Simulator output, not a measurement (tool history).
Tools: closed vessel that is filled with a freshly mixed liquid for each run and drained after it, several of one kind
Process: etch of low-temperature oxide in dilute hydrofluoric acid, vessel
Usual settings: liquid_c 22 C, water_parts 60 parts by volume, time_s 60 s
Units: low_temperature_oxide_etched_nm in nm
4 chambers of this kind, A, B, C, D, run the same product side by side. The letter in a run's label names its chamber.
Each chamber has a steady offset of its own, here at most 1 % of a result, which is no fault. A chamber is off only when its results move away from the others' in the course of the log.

run,hour,liquid_c,water_parts,time_s,"read-back film thickness of the low-temperature oxide reference wafer, read on the same gauge (nm)",low_temperature_oxide_etched_nm
1A,12.8,22,60,60,120.06,15.738
2C,24.4,22,60,60,120,15.972
3D,33.2,22,60,60,119.97,15.677
4B,43,22,60,60,120,15.832
5C,51.4,22,60,60,120.07,15.957
# hour 57.9: chamber C: thermometer replaced
6A,61.3,22,60,60,120,15.776
7D,72,22,50,35,119.98,11.162
# hour 72.7: chamber A: hydrofluoric acid flow meter replaced
8B,81,22,50,35,119.98,11.166
9A,88.1,22,50,35,120.01,11.189
10C,101.5,22,50,35,120.05,11.303
11B,111.4,22,60,60,119.98,15.721
12D,117.9,22,60,60,119.97,15.782
# hour 124.1: chamber D: hydrofluoric acid flow meter replaced
13D,126.6,22,60,60,120.04,15.739
14B,137,22,60,60,120.04,15.69
15C,148.3,22,60,60,120.03,15.898
16A,160.1,22,60,60,120.01,15.851
17A,171.9,22,60,60,120.04,15.664
18C,181.8,22,60,60,119.97,15.991
19B,193.6,22,60,60,120.03,15.768
20D,205.5,24,60,80,119.96,22.824
21B,213.8,24,60,80,120,22.679
22C,222.4,24,60,80,120,23.062
23A,233,24,60,80,120.02,22.878
24D,240.4,22,60,60,120.01,15.642
25A,247.3,22,60,60,119.95,15.809
26C,256.8,22,60,60,119.98,15.878
27B,269.8,22,60,60,119.98,15.779
28D,275.8,22,60,60,119.98,15.668
29B,283.9,22,60,60,120.08,15.811
30D,295.2,22,60,60,120,15.705
31C,307.6,22,60,60,120.06,15.917
32A,317.6,22,60,60,120.01,15.881
33D,326,22,60,60,120.03,15.715
34C,336,22,60,60,120.02,15.966
35A,347.2,22,60,60,119.95,15.666
36B,359.3,22,60,60,120.04,15.894
37D,367.7,22,60,60,120,15.633
38C,380.6,22,60,60,120.04,15.802
# hour 381.9: chamber A: thermometer replaced
39B,389.9,22,60,60,120,15.84
40A,396.9,19.5,90,60,120.01,9.2023
41D,403.4,19.5,90,60,119.97,9.0533
42B,412.3,19.5,90,60,120.02,9.2218

All 4 chambers run these settings next. Forecast each chamber's results:
43A,421.9,22,85,60,,?
43B,421.9,22,85,60,,?
43C,421.9,22,85,60,,?
43D,421.9,22,85,60,,?

run,low_temperature_oxide_etched_nm
43A,10.831
43B,10.784
43C,10.918
43D,10.826
